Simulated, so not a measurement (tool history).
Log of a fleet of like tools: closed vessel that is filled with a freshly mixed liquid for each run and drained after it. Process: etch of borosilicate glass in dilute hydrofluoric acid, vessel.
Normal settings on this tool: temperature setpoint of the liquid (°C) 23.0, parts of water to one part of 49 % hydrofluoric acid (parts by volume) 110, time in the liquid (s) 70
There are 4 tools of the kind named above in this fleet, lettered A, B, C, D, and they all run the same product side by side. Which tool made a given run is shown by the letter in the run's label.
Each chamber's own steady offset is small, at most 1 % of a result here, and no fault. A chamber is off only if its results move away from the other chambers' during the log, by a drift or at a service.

| run | day | temperature setpoint of the liquid (°C) | parts of water to one part of 49 % hydrofluoric acid (parts by volume) | time in the liquid (s) | read-back film thickness of the borosilicate glass reference wafer, read on the same gauge (nm) | thickness taken off the borosilicate glass on a monitor wafer (Å) |
|---|---|---|---|---|---|---|
| 1C | 0.196 | 23.0 | 110 | 70 | 120.05 | 235.40 |
| 2B | 0.438 | 23.0 | 110 | 70 | 120.00 | 235.16 |
| 3D | 0.621 | 23.0 | 110 | 70 | 119.98 | 237.82 |
| 4A | 0.783 | 23.0 | 110 | 70 | 120.02 | 235.78 |
| 5A | 0.954 | 23.0 | 110 | 70 | 120.00 | 234.30 |
| 6C | 1.188 | 23.0 | 110 | 70 | 119.97 | 236.85 |
| 7B | 1.475 | 23.0 | 110 | 70 | 120.01 | 231.83 |
| 8D | 1.708 | 23.0 | 110 | 70 | 119.98 | 234.07 |
| 9D | 1.888 | 23.0 | 110 | 70 | 120.02 | 231.07 |
| 10B | 2.117 | 25.0 | 110 | 70 | 120.02 | 253.15 |
| 11C | 2.288 | 25.0 | 110 | 70 | 120.03 | 259.22 |
| 12A | 2.508 | 25.0 | 110 | 70 | 120.02 | 255.16 |
| 13C | 2.725 | 25.0 | 110 | 70 | 120.00 | 255.57 |
| 14A | 3.017 | 23.0 | 110 | 105 | 119.95 | 355.29 |
| 15D | 3.271 | 23.0 | 110 | 105 | 119.99 | 351.98 |
| 16B | 3.404 | 23.0 | 110 | 105 | 119.99 | 355.03 |
| 17D | 3.646 | 23.0 | 110 | 105 | 120.03 | 352.24 |
| 18B | 3.938 | 23.0 | 110 | 70 | 119.97 | 234.03 |
| 19C | 4.092 | 23.0 | 110 | 70 | 119.98 | 237.14 |
| 20A | 4.338 | 23.0 | 110 | 70 | 120.02 | 235.31 |
| 21A | 4.471 | 23.0 | 110 | 70 | 120.02 | 234.83 |
| 22B | 4.692 | 23.0 | 110 | 70 | 120.01 | 236.62 |
| 23C | 4.988 | 23.0 | 110 | 70 | 119.98 | 238.31 |
| 24D | 5.250 | 20.5 | 110 | 60 | 120.04 | 181.77 |
| 25B | 5.383 | 20.5 | 110 | 60 | 120.01 | 186.17 |
| 26A | 5.575 | 20.5 | 110 | 60 | 120.02 | 183.38 |
| 27C | 5.825 | 20.5 | 110 | 60 | 119.97 | 181.89 |
| 28D | 5.975 | 23.0 | 110 | 70 | 119.97 | 231.15 |
| 29C | 6.212 | 23.0 | 110 | 70 | 120.03 | 238.59 |
| 30A | 6.504 | 23.0 | 110 | 70 | 120.02 | 233.84 |
| 31D | 6.646 | 23.0 | 110 | 70 | 119.97 | 236.03 |
| 32B | 6.921 | 23.0 | 150 | 70 | 119.98 | 172.30 |

Is one chamber out of step, is the gauge drifting, or do the chambers differ by no more than their own small offsets? For an off chamber, give its letter and the likeliest cause.

One chamber, B, drifts off from the rest bit by bit.
Likeliest cause: liquid hotter than its thermometer reads (K) = 1.29.
The log may not tell that from: hydrofluoric acid flow above the setpoint (%).

Below are 4 candidate recipes for chamber B's next run, each the usual settings with a change, their results shown as question marks. Which of them brings B's results back in line with what the other chambers give on the usual settings?
Counts as in line when no further than this from what the other chambers average on the usual settings: thickness taken off the borosilicate glass on a monitor wafer (Å) 5.60
| 33B-1 | 7.133 | 23.0 | 115 | 70 |  | ? |
| 33B-2 | 7.133 | 21.0 | 110 | 70 |  | ? |
| 33B-3 | 7.133 | 23.5 | 110 | 75 |  | ? |
| 33B-4 | 7.133 | 24.0 | 110 | 70 |  | ? |

Average result of the remaining chambers running the usual settings: thickness taken off the borosilicate glass on a monitor wafer (Å) 235.53
| run | thickness taken off the borosilicate glass on a monitor wafer (Å) |
|---|---|
| 33B-1 | 233.77 |
| 33B-2 | 227.26 |
| 33B-3 | 268.77 |
| 33B-4 | 255.79 |
With 33B-1, the chamber falls back in line with the rest.
